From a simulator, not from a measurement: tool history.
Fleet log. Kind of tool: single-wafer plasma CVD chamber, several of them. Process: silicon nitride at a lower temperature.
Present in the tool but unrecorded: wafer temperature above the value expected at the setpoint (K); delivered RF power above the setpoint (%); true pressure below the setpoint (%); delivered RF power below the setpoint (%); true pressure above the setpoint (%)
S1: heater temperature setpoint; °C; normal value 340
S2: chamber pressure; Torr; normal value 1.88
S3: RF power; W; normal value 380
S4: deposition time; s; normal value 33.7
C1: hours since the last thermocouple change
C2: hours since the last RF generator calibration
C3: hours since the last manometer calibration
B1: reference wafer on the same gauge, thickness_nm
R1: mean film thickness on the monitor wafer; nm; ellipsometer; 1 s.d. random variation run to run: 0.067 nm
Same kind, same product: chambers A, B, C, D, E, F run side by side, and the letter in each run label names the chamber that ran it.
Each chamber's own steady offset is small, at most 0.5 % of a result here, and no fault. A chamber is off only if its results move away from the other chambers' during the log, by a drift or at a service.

| run | hour | S1 | S2 | S3 | S4 | C1 | C2 | C3 | B1 | R1 |
|---|---|---|---|---|---|---|---|---|---|---|
| 1D | 6.8 | 340 | 1.88 | 380 | 33.7 | 1311.1 | 1356.6 | 1540.3 | 43.706 | 48.110 |
| 2E | 15.7 | 340 | 1.88 | 380 | 33.7 | 657.7 | 1105.0 | 1344.2 | 43.706 | 48.449 |
| 3A | 26.9 | 340 | 1.88 | 380 | 33.7 | 52.0 | 1192.0 | 623.8 | 43.723 | 48.461 |
| 4C | 33.1 | 340 | 1.88 | 380 | 33.7 | 1250.3 | 441.0 | 2225.6 | 43.736 | 48.321 |
| 5B | 43.1 | 340 | 1.47 | 380 | 33.7 | 1434.7 | 803.9 | 153.4 | 43.723 | 45.450 |
| 6F | 50.9 | 340 | 1.47 | 380 | 33.7 | 728.1 | 130.1 | 643.1 | 43.734 | 45.332 |
| 7C | 57.7 | 340 | 1.47 | 380 | 33.7 | 1274.9 | 465.6 | 2250.2 | 43.734 | 44.973 |
| 8B | 69.6 | 340 | 1.47 | 380 | 33.7 | 1461.2 | 830.4 | 179.9 | 43.753 | 45.445 |
| 9F | 75.0 | 340 | 1.47 | 380 | 33.7 | 752.2 | 154.2 | 667.2 | 43.748 | 45.427 |
| 10A | 85.2 | 340 | 1.47 | 380 | 33.7 | 110.3 | 1250.3 | 682.1 | 43.765 | 45.253 |
| 11D | 93.2 | 340 | 1.88 | 380 | 33.7 | 1397.5 | 1443.0 | 1626.7 | 43.763 | 48.390 |
| 12E | 98.7 | 340 | 1.88 | 380 | 33.7 | 740.7 | 1188.0 | 1427.2 | 43.768 | 48.488 |
| 13D | 110.5 | 340 | 1.88 | 380 | 33.7 | 1414.8 | 1460.3 | 1644.0 | 43.764 | 48.383 |
| 14A | 118.8 | 340 | 1.88 | 380 | 33.7 | 143.9 | 1283.9 | 715.7 | 43.765 | 48.439 |
|  | 128.1 | chamber B: RF generator calibrated |
| 15C | 128.3 | 340 | 1.88 | 380 | 33.7 | 1345.5 | 536.2 | 2320.8 | 43.775 | 48.449 |
| 16B | 136.6 | 340 | 1.88 | 380 | 33.7 | 1528.2 | 8.6 | 246.9 | 43.785 | 48.813 |
| 17F | 146.3 | 340 | 1.88 | 380 | 33.7 | 823.5 | 225.5 | 738.5 | 43.794 | 48.790 |
| 18E | 152.5 | 329 | 1.88 | 340 | 33.7 | 794.5 | 1241.8 | 1481.0 | 43.812 | 45.546 |
| 19A | 164.2 | 329 | 1.88 | 340 | 33.7 | 189.3 | 1329.3 | 761.1 | 43.799 | 45.388 |
| 20B | 171.0 | 329 | 1.88 | 340 | 33.7 | 1562.6 | 43.0 | 281.3 | 43.821 | 45.656 |
| 21D | 181.8 | 329 | 1.88 | 340 | 33.7 | 1486.1 | 1531.6 | 1715.3 | 43.817 | 45.297 |
| 22F | 188.6 | 329 | 1.88 | 340 | 33.7 | 865.8 | 267.8 | 780.8 | 43.810 | 45.582 |
| 23C | 197.9 | 329 | 1.88 | 340 | 33.7 | 1415.1 | 605.8 | 2390.4 | 43.835 | 45.381 |
| 24E | 209.8 | 340 | 1.88 | 380 | 33.7 | 851.8 | 1299.1 | 1538.3 | 43.824 | 48.699 |
| 25B | 220.7 | 340 | 1.88 | 380 | 33.7 | 1612.3 | 92.7 | 331.0 | 43.840 | 48.731 |
| 26F | 232.7 | 340 | 1.88 | 380 | 33.7 | 909.9 | 311.9 | 824.9 | 43.853 | 48.838 |
| 27C | 244.8 | 340 | 1.88 | 445 | 33.7 | 1462.0 | 652.7 | 2437.3 | 43.862 | 53.178 |
| 28D | 250.7 | 340 | 1.88 | 445 | 33.7 | 1555.0 | 1600.5 | 1784.2 | 43.867 | 53.213 |
| 29E | 257.7 | 340 | 1.88 | 445 | 33.7 | 899.7 | 1347.0 | 1586.2 | 43.861 | 53.535 |
| 30A | 266.6 | 340 | 1.88 | 445 | 33.7 | 291.7 | 1431.7 | 863.5 | 43.872 | 53.540 |
| 31D | 275.9 | 340 | 1.88 | 445 | 33.7 | 1580.2 | 1625.7 | 1809.4 | 43.879 | 53.241 |
| 32A | 281.3 | 340 | 1.88 | 445 | 33.7 | 306.4 | 1446.4 | 878.2 | 43.887 | 53.360 |
| 33F | 287.0 | 340 | 1.65 | 405 | 33.7 | 964.2 | 366.2 | 879.2 | 43.878 | 49.018 |
|  | 293.8 | chamber B: thermocouple changed; heater temperature recalibrated |
| 34C | 297.2 | 340 | 1.65 | 405 | 33.7 | 1514.4 | 705.1 | 2489.7 | 43.886 | 48.523 |
| 35B | 303.2 | 340 | 1.65 | 405 | 33.7 | 9.5 | 175.2 | 413.5 | 43.898 | 49.034 |
| 36E | 311.0 | 340 | 1.65 | 405 | 33.7 | 953.0 | 1400.3 | 1639.5 | 43.915 | 48.997 |
| 37C | 322.7 | 340 | 1.65 | 405 | 33.7 | 1539.9 | 730.6 | 2515.2 | 43.925 | 48.720 |
| 38B | 328.3 | 340 | 1.65 | 405 | 33.7 | 34.6 | 200.3 | 438.6 | 43.918 | 49.061 |
| 39D | 335.6 | 340 | 1.88 | 380 | 33.7 | 1639.9 | 1685.4 | 1869.1 | 43.931 | 48.488 |
| 40F | 347.7 | 340 | 1.88 | 380 | 33.7 | 1024.9 | 426.9 | 939.9 | 43.919 | 48.803 |
| 41A | 357.3 | 340 | 1.88 | 380 | 33.7 | 382.4 | 1522.4 | 954.2 | 43.936 | 48.566 |
| 42E | 367.9 | 340 | 1.88 | 380 | 33.7 | 1009.9 | 1457.2 | 1696.4 | 43.948 | 48.782 |
| 43D | 375.1 | 340 | 1.88 | 380 | 33.7 | 1679.4 | 1724.9 | 1908.6 | 43.936 | 48.575 |

Predict what each chamber gives when all 6 of them run the settings below next.
| 44A | 383.8 | 340 | 1.88 | 410 | 33.7 |  |  |  |  | ? |
| 44B | 383.8 | 340 | 1.88 | 410 | 33.7 |  |  |  |  | ? |
| 44C | 383.8 | 340 | 1.88 | 410 | 33.7 |  |  |  |  | ? |
| 44D | 383.8 | 340 | 1.88 | 410 | 33.7 |  |  |  |  | ? |
| 44E | 383.8 | 340 | 1.88 | 410 | 33.7 |  |  |  |  | ? |
| 44F | 383.8 | 340 | 1.88 | 410 | 33.7 |  |  |  |  | ? |

| run | R1 |
|---|---|
| 44A | 51.070 |
| 44B | 51.377 |
| 44C | 50.845 |
| 44D | 50.867 |
| 44E | 51.081 |
| 44F | 51.183 |

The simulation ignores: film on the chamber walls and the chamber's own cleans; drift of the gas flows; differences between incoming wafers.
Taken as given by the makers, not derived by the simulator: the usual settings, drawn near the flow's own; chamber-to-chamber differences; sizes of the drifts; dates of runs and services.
